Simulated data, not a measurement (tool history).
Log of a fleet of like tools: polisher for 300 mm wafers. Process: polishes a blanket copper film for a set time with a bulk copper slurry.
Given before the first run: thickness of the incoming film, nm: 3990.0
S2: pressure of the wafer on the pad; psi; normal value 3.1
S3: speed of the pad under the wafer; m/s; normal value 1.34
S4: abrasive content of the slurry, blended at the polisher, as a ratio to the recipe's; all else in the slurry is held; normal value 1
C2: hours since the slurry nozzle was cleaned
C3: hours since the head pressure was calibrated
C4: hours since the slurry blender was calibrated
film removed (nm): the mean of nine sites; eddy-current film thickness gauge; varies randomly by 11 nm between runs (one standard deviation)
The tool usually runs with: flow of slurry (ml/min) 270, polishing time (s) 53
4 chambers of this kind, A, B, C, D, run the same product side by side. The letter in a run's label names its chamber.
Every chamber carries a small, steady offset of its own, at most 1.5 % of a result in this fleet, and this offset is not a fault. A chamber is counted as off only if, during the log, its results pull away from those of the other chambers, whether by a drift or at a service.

-- hour=1.4 chamber A: worn pad replaced by a new one
-- hour=3.7 chamber D: worn pad replaced by a new one
run 1C hour=4.1 | flow_of_slurry_(ml/min)=270 S2=3.1 S3=1.34 S4=1 polishing_time_(s)=53 | wafers_polished_on_this_pad=586 C2=73 C3=431.3 C4=231.8 | film_removed_(nm)=833.34
run 2A hour=7.7 | flow_of_slurry_(ml/min)=270 S2=3.1 S3=1.34 S4=1 polishing_time_(s)=53 | wafers_polished_on_this_pad=95 C2=216.1 C3=1066.4 C4=45.3 | film_removed_(nm)=831.92
-- hour=8.7 chamber B: worn pad replaced by a new one
run 3D hour=11.1 | flow_of_slurry_(ml/min)=270 S2=3.1 S3=1.34 S4=1 polishing_time_(s)=53 | wafers_polished_on_this_pad=110 C2=712.8 C3=1062.3 C4=91.3 | film_removed_(nm)=824.11
run 4B hour=14.7 | flow_of_slurry_(ml/min)=270 S2=3.1 S3=1.34 S4=1 polishing_time_(s)=53 | wafers_polished_on_this_pad=89 C2=80.2 C3=376 C4=126.4 | film_removed_(nm)=843.66
run 5B hour=18.2 | flow_of_slurry_(ml/min)=270 S2=3.1 S3=1.34 S4=1 polishing_time_(s)=53 | wafers_polished_on_this_pad=141 C2=83.7 C3=379.5 C4=129.9 | film_removed_(nm)=846.27
run 6D hour=21 | flow_of_slurry_(ml/min)=270 S2=3.5 S3=1.58 S4=1 polishing_time_(s)=53 | wafers_polished_on_this_pad=257 C2=722.7 C3=1072.2 C4=101.2 | film_removed_(nm)=1130
run 7A hour=24.8 | flow_of_slurry_(ml/min)=270 S2=3.5 S3=1.58 S4=1 polishing_time_(s)=53 | wafers_polished_on_this_pad=349 C2=233.2 C3=1083.5 C4=62.4 | film_removed_(nm)=1095.7
run 8C hour=28.9 | flow_of_slurry_(ml/min)=270 S2=3.5 S3=1.58 S4=1 polishing_time_(s)=53 | wafers_polished_on_this_pad=955 C2=97.8 C3=456.1 C4=256.6 | film_removed_(nm)=1124.6
run 9A hour=31.4 | flow_of_slurry_(ml/min)=270 S2=3.5 S3=1.58 S4=1 polishing_time_(s)=53 | wafers_polished_on_this_pad=448 C2=239.8 C3=1090.1 C4=69 | film_removed_(nm)=1111.5
run 10C hour=34.9 | flow_of_slurry_(ml/min)=270 S2=3.1 S3=1.34 S4=1 polishing_time_(s)=53 | wafers_polished_on_this_pad=1045 C2=103.8 C3=462.1 C4=262.6 | film_removed_(nm)=833.58
-- hour=37.2 chamber A: worn pad replaced by a new one
run 11B hour=37.9 | flow_of_slurry_(ml/min)=270 S2=3.1 S3=1.34 S4=1 polishing_time_(s)=53 | wafers_polished_on_this_pad=434 C2=103.4 C3=399.2 C4=149.6 | film_removed_(nm)=827.98
-- hour=40 chamber D: slurry blender recalibrated
run 12D hour=40.7 | flow_of_slurry_(ml/min)=270 S2=3.1 S3=1.34 S4=1 polishing_time_(s)=53 | wafers_polished_on_this_pad=551 C2=742.4 C3=1091.9 C4=0.7 | film_removed_(nm)=823.42
run 13C hour=43.3 | flow_of_slurry_(ml/min)=270 S2=3.1 S3=1.34 S4=1 polishing_time_(s)=53 | wafers_polished_on_this_pad=1170 C2=112.2 C3=470.5 C4=271 | film_removed_(nm)=823.45
-- hour=43.8 chamber C: worn pad replaced by a new one
-- hour=45.1 chamber B: worn pad replaced by a new one
run 14A hour=45.8 | flow_of_slurry_(ml/min)=270 S2=3.1 S3=1.34 S4=1 polishing_time_(s)=53 | wafers_polished_on_this_pad=128 C2=254.2 C3=1104.5 C4=83.4 | film_removed_(nm)=834.16
run 15D hour=49.1 | flow_of_slurry_(ml/min)=270 S2=3.1 S3=1.34 S4=1 polishing_time_(s)=53 | wafers_polished_on_this_pad=676 C2=750.8 C3=1100.3 C4=9.1 | film_removed_(nm)=827.69
run 16B hour=53.6 | flow_of_slurry_(ml/min)=270 S2=3.1 S3=1.34 S4=1 polishing_time_(s)=53 | wafers_polished_on_this_pad=127 C2=119.1 C3=414.9 C4=165.3 | film_removed_(nm)=789.44
-- hour=54.5 chamber C: head pressure recalibrated
run 17A hour=58.2 | flow_of_slurry_(ml/min)=270 S2=3.1 S3=1.34 S4=1 polishing_time_(s)=53 | wafers_polished_on_this_pad=313 C2=266.6 C3=1116.9 C4=95.8 | film_removed_(nm)=827.61
run 18D hour=62.2 | flow_of_slurry_(ml/min)=270 S2=3.1 S3=1.34 S4=1 polishing_time_(s)=53 | wafers_polished_on_this_pad=871 C2=763.9 C3=1113.4 C4=22.2 | film_removed_(nm)=834.55
run 19C hour=66 | flow_of_slurry_(ml/min)=270 S2=3.1 S3=1.34 S4=1 polishing_time_(s)=39 | wafers_polished_on_this_pad=330 C2=134.9 C3=11.6 C4=293.7 | film_removed_(nm)=634.08
run 20B hour=68.5 | flow_of_slurry_(ml/min)=270 S2=3.1 S3=1.34 S4=1 polishing_time_(s)=39 | wafers_polished_on_this_pad=348 C2=134 C3=429.8 C4=180.2 | film_removed_(nm)=582.41
run 21A hour=70.6 | flow_of_slurry_(ml/min)=270 S2=3.1 S3=1.34 S4=1 polishing_time_(s)=39 | wafers_polished_on_this_pad=497 C2=279 C3=1129.3 C4=108.2 | film_removed_(nm)=603.31
run 22D hour=73.2 | flow_of_slurry_(ml/min)=270 S2=3.1 S3=1.34 S4=1 polishing_time_(s)=39 | wafers_polished_on_this_pad=1035 C2=774.9 C3=1124.4 C4=33.2 | film_removed_(nm)=612.46
run 23B hour=75.5 | flow_of_slurry_(ml/min)=310 S2=3.1 S3=1.34 S4=0.85 polishing_time_(s)=53 | wafers_polished_on_this_pad=453 C2=141 C3=436.8 C4=187.2 | film_removed_(nm)=761.29
-- hour=76.5 chamber A: worn pad replaced by a new one
run 24C hour=79.4 | flow_of_slurry_(ml/min)=310 S2=3.1 S3=1.34 S4=0.85 polishing_time_(s)=53 | wafers_polished_on_this_pad=530 C2=148.3 C3=25 C4=307.1 | film_removed_(nm)=828.82
run 25A hour=81.5 | flow_of_slurry_(ml/min)=310 S2=3.1 S3=1.34 S4=0.85 polishing_time_(s)=53 | wafers_polished_on_this_pad=75 C2=289.9 C3=1140.2 C4=119.1 | film_removed_(nm)=828.71
-- hour=82.9 chamber B: worn pad replaced by a new one
run 26C hour=86 | flow_of_slurry_(ml/min)=310 S2=3.1 S3=1.34 S4=0.85 polishing_time_(s)=53 | wafers_polished_on_this_pad=628 C2=154.9 C3=31.6 C4=313.7 | film_removed_(nm)=817.45
run 27D hour=88.7 | flow_of_slurry_(ml/min)=270 S2=3.1 S3=1.34 S4=1 polishing_time_(s)=53 | wafers_polished_on_this_pad=1265 C2=790.4 C3=1139.9 C4=48.7 | film_removed_(nm)=808.52
run 28B hour=90.8 | flow_of_slurry_(ml/min)=270 S2=3.1 S3=1.34 S4=1 polishing_time_(s)=53 | wafers_polished_on_this_pad=118 C2=156.3 C3=452.1 C4=202.5 | film_removed_(nm)=769.33
run 29B hour=93.4 | flow_of_slurry_(ml/min)=270 S2=3.1 S3=1.34 S4=1 polishing_time_(s)=53 | wafers_polished_on_this_pad=157 C2=158.9 C3=454.7 C4=205.1 | film_removed_(nm)=775.26

What goes on in this fleet: one chamber off, a drifting gauge, or nothing beyond the chambers' own small offsets? Name the chamber and the cause, if any.

One chamber, B, drifts off from the rest bit by bit.
What lies behind it: head's pressure below its setpoint, % = 9.25.
The log might look much the same if the cause were instead: abrasive missing from the slurry, %.

Below are 4 candidate recipes for chamber B's next run, each the usual settings with a change, their results shown as question marks. Which of them brings B's results back in line with what the other chambers give on the usual settings?
Counts as in line when no further than this from what the other chambers average on the usual settings: film removed (nm) 38
run 30B-1 hour=96.8 | flow_of_slurry_(ml/min)=270 S2=2.8 S3=1.24 S4=1 polishing_time_(s)=53 | film_removed_(nm)=?
run 30B-2 hour=96.8 | flow_of_slurry_(ml/min)=270 S2=3.3 S3=1.4 S4=1 polishing_time_(s)=56 | film_removed_(nm)=?
run 30B-3 hour=96.8 | flow_of_slurry_(ml/min)=270 S2=3.2 S3=1.4 S4=1 polishing_time_(s)=53 | film_removed_(nm)=?
run 30B-4 hour=96.8 | flow_of_slurry_(ml/min)=270 S2=3 S3=1.3 S4=1 polishing_time_(s)=52 | film_removed_(nm)=?

Usual-settings mean across the other chambers: film removed (nm) 827.51
run=30B-1 film_removed_(nm)=634.81
run=30B-2 film_removed_(nm)=895.18
run=30B-3 film_removed_(nm)=821.36
run=30B-4 film_removed_(nm)=700.49
The answer is 30B-3, which returns the chamber to within the allowed miss of the others.

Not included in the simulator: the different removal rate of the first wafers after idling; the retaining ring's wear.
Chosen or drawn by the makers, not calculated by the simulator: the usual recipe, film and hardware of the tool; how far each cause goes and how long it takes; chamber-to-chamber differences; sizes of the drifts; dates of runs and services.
